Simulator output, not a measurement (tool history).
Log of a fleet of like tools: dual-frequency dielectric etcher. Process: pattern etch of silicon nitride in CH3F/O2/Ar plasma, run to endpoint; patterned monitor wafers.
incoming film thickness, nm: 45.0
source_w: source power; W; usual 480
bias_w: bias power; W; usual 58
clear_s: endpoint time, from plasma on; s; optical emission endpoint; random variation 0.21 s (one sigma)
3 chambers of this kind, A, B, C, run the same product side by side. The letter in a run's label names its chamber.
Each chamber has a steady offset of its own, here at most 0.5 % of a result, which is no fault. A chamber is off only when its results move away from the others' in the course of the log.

| run | hour | source_w | bias_w | hours since the last wet clean | hours since the last source power generator calibration | hours since the last bias power generator calibration | clear_s |
|---|---|---|---|---|---|---|---|
|  | 3.2 | chamber C: source power generator calibrated |
| 1C | 8.4 | 480 | 58 | 331.7 | 5.2 | 1803 | 65.117 |
| 2A | 16.1 | 480 | 58 | 280.6 | 1321.2 | 60.4 | 65.357 |
| 3B | 22.1 | 480 | 58 | 549.9 | 2123.9 | 146.2 | 65.503 |
| 4C | 29.1 | 480 | 58 | 352.4 | 25.9 | 1823.7 | 65.065 |
| 5B | 36.3 | 480 | 58 | 564.1 | 2138.1 | 160.4 | 65.245 |
| 6A | 40.9 | 480 | 58 | 305.4 | 1346 | 85.2 | 64.953 |
|  | 44.6 | chamber B: wet clean of the chamber |
| 7B | 47 | 480 | 58 | 2.5 | 2148.8 | 171.1 | 64.996 |
| 8A | 53.1 | 480 | 58 | 317.6 | 1358.2 | 97.4 | 65.518 |
| 9C | 60.1 | 480 | 58 | 383.4 | 56.9 | 1854.7 | 65.319 |
| 10C | 65 | 480 | 58 | 388.3 | 61.8 | 1859.6 | 65.648 |
| 11B | 71.7 | 480 | 58 | 27.2 | 2173.5 | 195.8 | 65.579 |
| 12A | 77.2 | 480 | 58 | 341.7 | 1382.3 | 121.5 | 66.314 |
| 13B | 84.6 | 480 | 58 | 40.1 | 2186.4 | 208.7 | 65.63 |
| 14C | 88.4 | 480 | 58 | 411.7 | 85.2 | 1883 | 65.391 |
| 15A | 93.1 | 390 | 58 | 357.6 | 1398.2 | 137.4 | 71.965 |
| 16B | 101.3 | 390 | 58 | 56.8 | 2203.1 | 225.4 | 70.492 |
| 17A | 109.7 | 390 | 58 | 374.2 | 1414.8 | 154 | 73.219 |
| 18C | 115 | 480 | 58 | 438.3 | 111.8 | 1909.6 | 65.378 |
| 19A | 121.8 | 480 | 47 | 386.3 | 1426.9 | 166.1 | 72.219 |
| 20C | 127.5 | 480 | 47 | 450.8 | 124.3 | 1922.1 | 69.514 |

All 3 chambers run these settings next. Forecast each chamber's results:
| 21A | 133.5 | 520 | 58 |  |  |  | ? |
| 21B | 133.5 | 520 | 58 |  |  |  | ? |
| 21C | 133.5 | 520 | 58 |  |  |  | ? |

| run | clear_s |
|---|---|
| 21A | 65.627 |
| 21B | 63.441 |
| 21C | 63.339 |
